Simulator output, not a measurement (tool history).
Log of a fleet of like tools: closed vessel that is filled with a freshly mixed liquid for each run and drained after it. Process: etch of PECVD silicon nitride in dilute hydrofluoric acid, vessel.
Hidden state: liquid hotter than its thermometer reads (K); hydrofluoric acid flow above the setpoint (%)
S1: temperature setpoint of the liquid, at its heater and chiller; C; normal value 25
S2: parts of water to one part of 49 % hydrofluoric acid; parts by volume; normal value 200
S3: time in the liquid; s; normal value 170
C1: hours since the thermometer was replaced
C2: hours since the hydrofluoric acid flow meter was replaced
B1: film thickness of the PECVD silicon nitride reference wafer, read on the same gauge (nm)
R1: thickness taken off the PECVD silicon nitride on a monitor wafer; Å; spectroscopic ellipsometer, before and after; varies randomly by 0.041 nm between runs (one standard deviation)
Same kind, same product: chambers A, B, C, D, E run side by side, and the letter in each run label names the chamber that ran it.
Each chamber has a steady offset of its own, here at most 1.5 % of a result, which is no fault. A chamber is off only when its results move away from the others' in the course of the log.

Run 1C, day 0.212: usual settings; C1 156.2; C2 414.4; B1 150.02. Result: R1 41.924 Å.
Run 2A, day 0.333: usual settings; C1 67.6; C2 542.8; B1 150.01. Result: R1 42.914 Å.
Run 3E, day 0.458: usual settings; C1 722.2; C2 497; B1 150. Result: R1 41.603 Å.
Run 4D, day 0.667: usual settings; C1 1301.3; C2 1130.4; B1 149.99. Result: R1 41.747 Å.
Run 5B, day 0.946: usual settings but S1 27 C, S2 140 parts by volume; C1 352; C2 591.9; B1 149.99. Result: R1 68.496 Å.
Run 6E, day 1.221: usual settings but S1 27 C, S2 140 parts by volume; C1 740.5; C2 515.3; B1 149.98. Result: R1 67.925 Å.
Run 7C, day 1.383: usual settings but S1 27 C, S2 140 parts by volume; C1 184.3; C2 442.5; B1 149.99. Result: R1 69.757 Å.
Run 8B, day 1.571: usual settings but S1 27 C, S2 140 parts by volume; C1 367; C2 606.9; B1 150.01. Result: R1 68.295 Å.
Run 9A, day 1.85: usual settings but S1 27 C, S2 140 parts by volume; C1 104; C2 579.2; B1 150.02. Result: R1 68.774 Å.
Run 10D, day 2.012: usual settings; C1 1333.6; C2 1162.7; B1 150.03. Result: R1 42.389 Å.
Run 11D, day 2.225: usual settings; C1 1338.7; C2 1167.8; B1 150. Result: R1 42.061 Å.
Run 12C, day 2.388: usual settings; C1 208.4; C2 466.6; B1 150. Result: R1 41.582 Å.
Run 13E, day 2.6: usual settings but S1 20.5 C, S2 270 parts by volume; C1 773.6; C2 548.4; B1 149.99. Result: R1 22.8 Å.
Run 14B, day 2.883: usual settings but S1 20.5 C, S2 270 parts by volume; C1 398.5; C2 638.4; B1 149.98. Result: R1 23.932 Å.
Run 15A, day 3.033: usual settings but S1 20.5 C, S2 270 parts by volume; C1 132.4; C2 607.6; B1 150. Result: R1 23.543 Å.
Run 16C, day 3.188: usual settings but S1 20.5 C, S2 270 parts by volume; C1 227.6; C2 485.8; B1 150. Result: R1 23.903 Å.
Run 17E, day 3.362: usual settings but S1 20.5 C, S2 270 parts by volume; C1 791.9; C2 566.7; B1 149.99. Result: R1 22.966 Å.
Run 18D, day 3.554: usual settings; C1 1370.6; C2 1199.7; B1 150. Result: R1 43.662 Å.
Run 19B, day 3.704: usual settings; C1 418.2; C2 658.1; B1 150. Result: R1 41.794 Å.
Run 20A, day 3.883: usual settings; C1 152.8; C2 628; B1 150. Result: R1 42.567 Å.
Run 21A, day 4.042: usual settings; C1 156.6; C2 631.8; B1 150.02. Result: R1 42.435 Å.
Run 22C, day 4.171: usual settings; C1 251.2; C2 509.4; B1 150.01. Result: R1 42.364 Å.
Run 23E, day 4.408: usual settings but S2 165 parts by volume; C1 817; C2 591.8; B1 150. Result: R1 50.852 Å.
Run 24B, day 4.571: usual settings but S2 165 parts by volume; C1 439; C2 678.9; B1 150. Result: R1 50.609 Å.
Run 25D, day 4.842: usual settings but S2 165 parts by volume; C1 1401.5; C2 1230.6; B1 149.99. Result: R1 53.811 Å.
Run 26D, day 5.092: usual settings but S2 165 parts by volume; C1 1407.5; C2 1236.6; B1 150.01. Result: R1 53.256 Å.
Run 27B, day 5.325: usual settings but S2 165 parts by volume; C1 457.1; C2 697; B1 150.01. Result: R1 50.687 Å.
Run 28C, day 5.483: usual settings; C1 282.7; C2 540.9; B1 150.02. Result: R1 42.597 Å.
Run 29A, day 5.692: usual settings; C1 196.2; C2 671.4; B1 150. Result: R1 42.299 Å.
Run 30E, day 5.862: usual settings but S1 28 C, S2 260 parts by volume; C1 851.9; C2 626.7; B1 150.01. Result: R1 38.685 Å.
Run 31C, day 6.1: usual settings but S1 28 C, S2 260 parts by volume; C1 297.5; C2 555.7; B1 150. Result: R1 38.847 Å.
Run 32D, day 6.354: usual settings but S1 28 C, S2 260 parts by volume; C1 1437.8; C2 1266.9; B1 149.98. Result: R1 41.465 Å.
Run 33B, day 6.567: usual settings but S1 28 C, S2 260 parts by volume; C1 486.9; C2 726.8; B1 149.99. Result: R1 39.249 Å.
Run 34E, day 6.688: usual settings but S1 28 C, S2 260 parts by volume; C1 871.7; C2 646.5; B1 150.01. Result: R1 38.812 Å.
Run 35A, day 6.942: usual settings; C1 226.2; C2 701.4; B1 150. Result: R1 42.172 Å.
Run 36C, day 7.2: usual settings; C1 323.9; C2 582.1; B1 149.99. Result: R1 42.17 Å.
Run 37D, day 7.379: usual settings but S1 28 C, S2 240 parts by volume; C1 1462.4; C2 1291.5; B1 149.99. Result: R1 44.899 Å.
Run 38B, day 7.546: usual settings but S1 28 C, S2 240 parts by volume; C1 510.4; C2 750.3; B1 150. Result: R1 42.577 Å.
Run 39A, day 7.783: usual settings but S1 28 C, S2 240 parts by volume; C1 246.4; C2 721.6; B1 150. Result: R1 42.372 Å.

Next, every chamber runs the same settings. What will each give?
Run 40A, day 7.988: usual settings. Result: R1 ?.
Run 40B, day 7.988: usual settings. Result: R1 ?.
Run 40C, day 7.988: usual settings. Result: R1 ?.
Run 40D, day 7.988: usual settings. Result: R1 ?.
Run 40E, day 7.988: usual settings. Result: R1 ?.

run      R1
40A  42.893
40B   42.14
40C  41.994
40D  45.342
40E  42.233
